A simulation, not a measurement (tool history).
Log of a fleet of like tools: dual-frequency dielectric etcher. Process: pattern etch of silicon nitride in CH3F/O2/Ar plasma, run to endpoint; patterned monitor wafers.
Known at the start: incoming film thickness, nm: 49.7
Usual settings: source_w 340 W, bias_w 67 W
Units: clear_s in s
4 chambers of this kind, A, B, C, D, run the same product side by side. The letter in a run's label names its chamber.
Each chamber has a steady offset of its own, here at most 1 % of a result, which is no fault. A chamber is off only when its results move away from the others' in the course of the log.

{"run": "1A", "day": 0.112, "source_w": 340, "bias_w": 67, "clear_s": 78.735}
{"run": "2B", "day": 0.254, "source_w": 340, "bias_w": 67, "clear_s": 78.187}
{"run": "3C", "day": 0.396, "source_w": 340, "bias_w": 67, "clear_s": 79.146}
{"run": "4D", "day": 0.542, "source_w": 340, "bias_w": 67, "clear_s": 78.169}
{"run": "5C", "day": 0.642, "source_w": 340, "bias_w": 67, "clear_s": 79.486}
{"run": "6B", "day": 0.767, "source_w": 340, "bias_w": 67, "clear_s": 77.656}
{"run": "7D", "day": 0.871, "source_w": 340, "bias_w": 67, "clear_s": 78.456}
{"run": "8A", "day": 0.988, "source_w": 340, "bias_w": 67, "clear_s": 78.753}
{"run": "9C", "day": 1.129, "source_w": 340, "bias_w": 77, "clear_s": 74.268}
{"run": "10A", "day": 1.292, "source_w": 340, "bias_w": 77, "clear_s": 75.695}
{"run": "11D", "day": 1.417, "source_w": 340, "bias_w": 77, "clear_s": 74.402}
{"run": "12B", "day": 1.558, "source_w": 340, "bias_w": 77, "clear_s": 74.119}
{"run": "13D", "day": 1.729, "source_w": 340, "bias_w": 67, "clear_s": 78.571}
{"run": "14C", "day": 1.875, "source_w": 340, "bias_w": 81, "clear_s": 72.725}
{"run": "15A", "day": 2.038, "source_w": 340, "bias_w": 81, "clear_s": 73.744}
{"run": "16B", "day": 2.121, "source_w": 340, "bias_w": 81, "clear_s": 71.555}
{"run": "17D", "day": 2.288, "source_w": 340, "bias_w": 81, "clear_s": 73.392}
{"run": "18C", "day": 2.417, "source_w": 340, "bias_w": 67, "clear_s": 78.319}
{"day": 2.517, "done": "chamber D: source power generator calibrated"}
{"run": "19B", "day": 2.525, "source_w": 340, "bias_w": 67, "clear_s": 76.058}
{"run": "20A", "day": 2.617, "source_w": 340, "bias_w": 67, "clear_s": 79.7}
{"run": "21C", "day": 2.758, "source_w": 340, "bias_w": 67, "clear_s": 78.228}
{"run": "22D", "day": 2.892, "source_w": 340, "bias_w": 67, "clear_s": 78.529}
{"run": "23B", "day": 3.017, "source_w": 340, "bias_w": 54, "clear_s": 81.978}
{"run": "24A", "day": 3.183, "source_w": 340, "bias_w": 54, "clear_s": 84.75}
{"run": "25B", "day": 3.346, "source_w": 340, "bias_w": 54, "clear_s": 81.521}
{"run": "26D", "day": 3.492, "source_w": 340, "bias_w": 54, "clear_s": 83.583}
{"run": "27C", "day": 3.667, "source_w": 270, "bias_w": 83, "clear_s": 79.086}
{"run": "28A", "day": 3.783, "source_w": 270, "bias_w": 83, "clear_s": 80.461}
{"run": "29A", "day": 3.929, "source_w": 270, "bias_w": 83, "clear_s": 79.908}
{"run": "30B", "day": 4.092, "source_w": 270, "bias_w": 83, "clear_s": 75.574}
{"run": "31C", "day": 4.246, "source_w": 340, "bias_w": 62, "clear_s": 80.824}
{"run": "32D", "day": 4.379, "source_w": 340, "bias_w": 62, "clear_s": 80.363}
{"run": "33C", "day": 4.512, "source_w": 340, "bias_w": 62, "clear_s": 80.875}
{"run": "34B", "day": 4.629, "source_w": 340, "bias_w": 62, "clear_s": 76.556}
{"run": "35D", "day": 4.804, "source_w": 340, "bias_w": 82, "clear_s": 73.254}

Is one chamber off against the others, does the gauge drift, or is nothing wrong? If a chamber is off, say which, and what the likeliest cause is.

Chamber B drifts away from the others.
Cause: etch rate over this chamber's usual, % = 5.47.

Here are 4 candidates for chamber B's next run, each the usual settings with a change, their results left as question marks. Which one brings its results back in line with what the others give on the usual settings?
In line means no further than this from the other chambers' mean on the usual settings: clear_s 1.500 s
{"run": "36B-1", "day": 4.933, "source_w": 340, "bias_w": 62, "clear_s": "?"}
{"run": "36B-2", "day": 4.933, "source_w": 340, "bias_w": 72, "clear_s": "?"}
{"run": "36B-3", "day": 4.933, "source_w": 370, "bias_w": 73, "clear_s": "?"}
{"run": "36B-4", "day": 4.933, "source_w": 340, "bias_w": 55, "clear_s": "?"}

The other chambers' mean on the usual settings: clear_s 78.621 s
run=36B-1 clear_s=76.292
run=36B-2 clear_s=72.546
run=36B-3 clear_s=69.917
run=36B-4 clear_s=79.329
36B-4 brings the chamber back in line.
